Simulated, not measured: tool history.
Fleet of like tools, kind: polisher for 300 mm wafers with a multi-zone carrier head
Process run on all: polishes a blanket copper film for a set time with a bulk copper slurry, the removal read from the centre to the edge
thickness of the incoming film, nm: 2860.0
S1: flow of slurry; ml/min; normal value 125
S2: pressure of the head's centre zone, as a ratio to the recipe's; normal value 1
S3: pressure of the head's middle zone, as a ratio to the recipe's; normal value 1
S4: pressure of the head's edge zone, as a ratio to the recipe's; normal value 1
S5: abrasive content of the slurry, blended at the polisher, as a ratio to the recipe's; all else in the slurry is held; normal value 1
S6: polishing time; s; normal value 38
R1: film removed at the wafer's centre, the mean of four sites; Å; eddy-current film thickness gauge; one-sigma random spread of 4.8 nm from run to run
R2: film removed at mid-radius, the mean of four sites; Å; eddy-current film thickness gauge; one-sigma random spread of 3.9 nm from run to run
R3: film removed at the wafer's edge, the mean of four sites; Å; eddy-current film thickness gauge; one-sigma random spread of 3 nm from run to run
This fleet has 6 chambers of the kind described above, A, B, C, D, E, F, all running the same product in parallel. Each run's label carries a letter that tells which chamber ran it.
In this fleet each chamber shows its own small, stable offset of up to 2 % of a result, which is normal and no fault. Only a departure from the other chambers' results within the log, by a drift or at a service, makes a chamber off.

run	hour	S1	S2	S3	S4	S5	S6	R1	R2	R3
# hour 3.1: chamber C: worn pad replaced by a new one
# hour 6.5: chamber E: worn pad replaced by a new one
1C	10.5	125	1	1	1	1	38	3496.4	3496.7	3448.1
# hour 12.8: chamber D: worn pad replaced by a new one
2A	16.4	125	1	1	1	1	38	3481	3448.4	3507
3F	23.7	125	1	1	1	1	38	3423.8	3474.9	3511.4
# hour 31.9: chamber D: edge zone pressure recalibrated
4E	33.2	125	1	1	1	1	38	3516.3	3480.7	3429.2
5D	39	125	1	1	1	1	38	3490.8	3477.7	3411.5
# hour 49: chamber A: worn pad replaced by a new one
6B	49	125	1	1	1	1	38	3455.2	3447.6	3517.9
7B	58.1	125	1	1	1	1	38	3497.7	3473.3	3482.2
# hour 58.9: chamber A: edge zone pressure recalibrated
8C	64	125	1	1	0.91	1	38	3581	3588.6	3298.1
# hour 64.3: chamber E: slurry nozzle cleaned
9D	71	125	1	1	0.91	1	38	3457.4	3449.1	3340.5
# hour 75.4: chamber B: edge zone pressure recalibrated
# hour 77.9: chamber F: worn pad replaced by a new one
10F	81	125	1	1	0.91	1	38	3513.5	3472.2	3348.2
# hour 86.8: chamber C: worn pad replaced by a new one
11E	87.1	125	1	1	0.91	1	38	3527.9	3548.6	3332.7
# hour 88.7: chamber B: worn pad replaced by a new one
# hour 91.2: chamber F: edge zone pressure recalibrated
12A	94.7	125	1	1	0.91	1	38	3457.7	3431.1	3357.5
13E	102.7	125	1	1	0.91	1	38	3509.6	3459.1	3299.5
14A	108	125	1	1	1	1	38	3427.7	3436.5	3546.7
15B	114.2	95	1	1	1	1	38	3256.5	3212.6	3330.3
# hour 115.4: chamber F: slurry nozzle cleaned
# hour 117.2: chamber A: worn pad replaced by a new one
16F	120.1	95	1	1	1	1	38	3233.5	3236.1	3345.5
# hour 123.3: chamber B: slurry nozzle cleaned
# hour 123.8: chamber E: centre zone pressure recalibrated
17D	127.5	95	1	1	1	1	38	3125.3	3158.4	3274.9
18C	135.8	95	1	1	1	1	38	3190.8	3193.6	3285.3
19B	144.6	95	1	1	1	1	38	3216.5	3230.3	3373.8
# hour 144.7: chamber C: slurry nozzle cleaned
20E	152.2	95	1	1	1	1	38	3135.9	3140.8	3329.3
21F	158	125	1	1	1	1	38	3549.9	3411.4	3518.6
# hour 161.3: chamber F: worn pad replaced by a new one
# hour 162.6: chamber D: slurry nozzle cleaned
22C	168.1	125	1	1	1	1	38	3429.5	3492.8	3454.5
# hour 168.6: chamber C: worn pad replaced by a new one
23D	176.2	125	1	1	1	1	38	3468.1	3491.8	3430.4
# hour 177.2: chamber D: worn pad replaced by a new one
24A	184.3	125	1	1	1	1	38	3446.2	3318.2	3556
# hour 190.4: chamber A: worn pad replaced by a new one
25B	190.4	125	1	1	1	1	38	3542.5	3401.8	3519.3
# hour 196.1: chamber B: worn pad replaced by a new one
# hour 196.9: chamber E: worn pad replaced by a new one
26F	197.4	125	1	1	1	1	38	3519.1	3452.2	3511.3
27E	203.6	125	1	1	1	1	38	3443.8	3433.9	3428.5
28C	212.8	155	1	1	1	1	28	2770.5	2682.7	2618
# hour 221: chamber F: centre zone pressure recalibrated
29D	222.3	155	1	1	1	1	28	2673.2	2720	2666.7
# hour 226.2: chamber F: worn pad replaced by a new one
30A	230.5	155	1	1	1	1	28	2677.4	2679.6	2670.9
31D	235.5	155	1	1	1	1	28	2725.6	2726.1	2658.1
# hour 238.5: chamber C: worn pad replaced by a new one
32F	241	155	1	1	1	1	28	2632.5	2662.2	2672.4
33C	247.2	155	1	1	1	1	28	2737	2636.5	2670.6
34E	256.2	125	1	1	1	1	38	3544.8	3506.6	3443
# hour 259.7: chamber A: worn pad replaced by a new one
35B	262.1	125	1	1	1	1	38	3580.1	3489.8	3548.1
36A	268.4	125	1	1.08	1	1	38	3434.6	3696.6	3495.9

Is one chamber off against the others, does the gauge drift, or is nothing wrong? If a chamber is off, say which, and what the likeliest cause is.

The fleet is healthy, with each chamber sitting at its usual small offset and no drift in the gauge.

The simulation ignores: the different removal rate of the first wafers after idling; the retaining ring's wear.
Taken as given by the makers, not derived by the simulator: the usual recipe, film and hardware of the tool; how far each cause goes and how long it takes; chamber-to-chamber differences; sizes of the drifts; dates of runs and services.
